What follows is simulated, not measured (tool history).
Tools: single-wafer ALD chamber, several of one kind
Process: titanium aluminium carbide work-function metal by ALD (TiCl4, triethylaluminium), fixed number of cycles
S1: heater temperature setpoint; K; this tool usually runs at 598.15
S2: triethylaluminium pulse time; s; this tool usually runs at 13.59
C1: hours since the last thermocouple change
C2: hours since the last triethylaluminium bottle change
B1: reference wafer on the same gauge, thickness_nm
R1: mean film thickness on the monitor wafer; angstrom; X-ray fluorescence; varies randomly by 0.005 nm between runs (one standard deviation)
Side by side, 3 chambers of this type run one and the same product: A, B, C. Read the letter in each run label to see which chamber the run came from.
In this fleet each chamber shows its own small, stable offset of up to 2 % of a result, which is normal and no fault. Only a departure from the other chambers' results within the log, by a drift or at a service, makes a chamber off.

{"run": "1A", "day": 0.212, "S1": 598.15, "S2": 13.59, "C1": 557.3, "C2": 680.8, "B1": 2.1197, "R1": 22.831}
{"run": "2C", "day": 0.504, "S1": 598.15, "S2": 13.59, "C1": 901.9, "C2": 1670.3, "B1": 2.1199, "R1": 22.501}
{"run": "3B", "day": 0.829, "S1": 598.15, "S2": 13.59, "C1": 1496.9, "C2": 313.6, "B1": 2.1199, "R1": 23.113}
{"run": "4C", "day": 0.992, "S1": 598.15, "S2": 13.59, "C1": 913.6, "C2": 1682, "B1": 2.1199, "R1": 22.403}
{"run": "5A", "day": 1.179, "S1": 598.15, "S2": 13.59, "C1": 580.5, "C2": 704, "B1": 2.12, "R1": 22.848}
{"run": "6B", "day": 1.517, "S1": 598.15, "S2": 10.23, "C1": 1513.4, "C2": 330.1, "B1": 2.12, "R1": 22.62}
{"run": "7A", "day": 1.758, "S1": 598.15, "S2": 10.23, "C1": 594.4, "C2": 717.9, "B1": 2.1196, "R1": 22.295}
{"run": "8B", "day": 2.033, "S1": 598.15, "S2": 10.23, "C1": 1525.8, "C2": 342.5, "B1": 2.12, "R1": 22.672}
{"run": "9C", "day": 2.262, "S1": 598.15, "S2": 13.59, "C1": 944.1, "C2": 1712.5, "B1": 2.1201, "R1": 22.536}
{"run": "10A", "day": 2.483, "S1": 598.15, "S2": 13.59, "C1": 611.8, "C2": 735.3, "B1": 2.1198, "R1": 22.879}
{"run": "11B", "day": 2.675, "S1": 598.15, "S2": 13.59, "C1": 1541.2, "C2": 357.9, "B1": 2.12, "R1": 23.167}
{"run": "12C", "day": 2.917, "S1": 598.15, "S2": 13.59, "C1": 959.8, "C2": 1728.2, "B1": 2.1208, "R1": 22.483}
{"run": "13B", "day": 3.112, "S1": 609.15, "S2": 16.66, "C1": 1551.7, "C2": 368.4, "B1": 2.1198, "R1": 24.44}
{"run": "14A", "day": 3.312, "S1": 609.15, "S2": 16.66, "C1": 631.7, "C2": 755.2, "B1": 2.1203, "R1": 23.963}
{"run": "15C", "day": 3.6, "S1": 609.15, "S2": 16.66, "C1": 976.2, "C2": 1744.6, "B1": 2.1209, "R1": 23.616}
{"run": "16B", "day": 3.85, "S1": 598.15, "S2": 13.59, "C1": 1569.4, "C2": 386.1, "B1": 2.1202, "R1": 23.202}
{"run": "17C", "day": 4.138, "S1": 598.15, "S2": 13.59, "C1": 989.1, "C2": 1757.5, "B1": 2.1206, "R1": 22.477}
{"run": "18A", "day": 4.417, "S1": 598.15, "S2": 13.59, "C1": 658.2, "C2": 781.7, "B1": 2.1195, "R1": 22.829}
{"run": "19C", "day": 4.629, "S1": 598.15, "S2": 13.59, "C1": 1000.9, "C2": 1769.3, "B1": 2.1191, "R1": 22.568}
{"run": "20A", "day": 4.842, "S1": 598.15, "S2": 13.59, "C1": 668.4, "C2": 791.9, "B1": 2.119, "R1": 22.852}
{"run": "21B", "day": 5.058, "S1": 598.15, "S2": 13.59, "C1": 1598.4, "C2": 415.1, "B1": 2.1197, "R1": 23.347}
{"run": "22C", "day": 5.262, "S1": 598.15, "S2": 13.59, "C1": 1016.1, "C2": 1784.5, "B1": 2.121, "R1": 22.43}
{"run": "23B", "day": 5.483, "S1": 598.15, "S2": 13.59, "C1": 1608.6, "C2": 425.3, "B1": 2.1203, "R1": 23.36}
{"run": "24A", "day": 5.746, "S1": 598.15, "S2": 13.59, "C1": 690.1, "C2": 813.6, "B1": 2.12, "R1": 22.725}
{"run": "25C", "day": 6.033, "S1": 598.15, "S2": 13.59, "C1": 1034.6, "C2": 1803, "B1": 2.1204, "R1": 22.519}
{"run": "26B", "day": 6.2, "S1": 598.15, "S2": 13.59, "C1": 1625.8, "C2": 442.5, "B1": 2.1192, "R1": 23.462}
{"run": "27A", "day": 6.371, "S1": 598.15, "S2": 13.59, "C1": 705.1, "C2": 828.6, "B1": 2.1207, "R1": 22.707}
{"run": "28B", "day": 6.658, "S1": 598.15, "S2": 13.59, "C1": 1636.8, "C2": 453.5, "B1": 2.12, "R1": 23.502}
{"run": "29C", "day": 6.992, "S1": 598.15, "S2": 13.59, "C1": 1057.6, "C2": 1826, "B1": 2.1196, "R1": 22.457}
{"run": "30A", "day": 7.171, "S1": 598.15, "S2": 13.59, "C1": 724.3, "C2": 847.8, "B1": 2.1206, "R1": 22.931}
{"run": "31B", "day": 7.488, "S1": 598.15, "S2": 13.59, "C1": 1656.7, "C2": 473.4, "B1": 2.1213, "R1": 23.509}
{"run": "32A", "day": 7.675, "S1": 598.15, "S2": 13.59, "C1": 736.4, "C2": 859.9, "B1": 2.1205, "R1": 22.804}
{"run": "33C", "day": 7.867, "S1": 598.15, "S2": 13.59, "C1": 1078.6, "C2": 1847, "B1": 2.1197, "R1": 22.504}
{"run": "34B", "day": 8.104, "S1": 598.15, "S2": 13.59, "C1": 1671.5, "C2": 488.2, "B1": 2.1205, "R1": 23.546}

Which is it: a chamber that has drifted or been left off by a service, a gauge drift common to all chambers, or only each chamber's usual small offset? If a chamber is off, name it and its likeliest cause.

Chamber B drifts away from the others.
What lies behind it: wafer temperature above the value expected at the setpoint (K) = 5.91.

Below are 4 candidate recipes for chamber B's next run, each the usual settings with a change, their results shown as question marks. Which of them brings B's results back in line with what the other chambers give on the usual settings?
Maximum distance from the other chambers' mean on the usual settings for a result to count as in line: R1 0.18 angstrom
{"run": "35B-1", "day": 8.362, "S1": 608.15, "S2": 13.59, "R1": "?"}
{"run": "35B-2", "day": 8.362, "S1": 593.15, "S2": 13.01, "R1": "?"}
{"run": "35B-3", "day": 8.362, "S1": 603.15, "S2": 14.17, "R1": "?"}
{"run": "35B-4", "day": 8.362, "S1": 589.15, "S2": 12.48, "R1": "?"}

On the usual settings, the other chambers give on average: R1 22.664 angstrom
run=35B-1 R1=24.551
run=35B-2 R1=23.089
run=35B-3 R1=24.126
run=35B-4 R1=22.659
Change 35B-4 lands the chamber within the allowed miss of the other chambers.
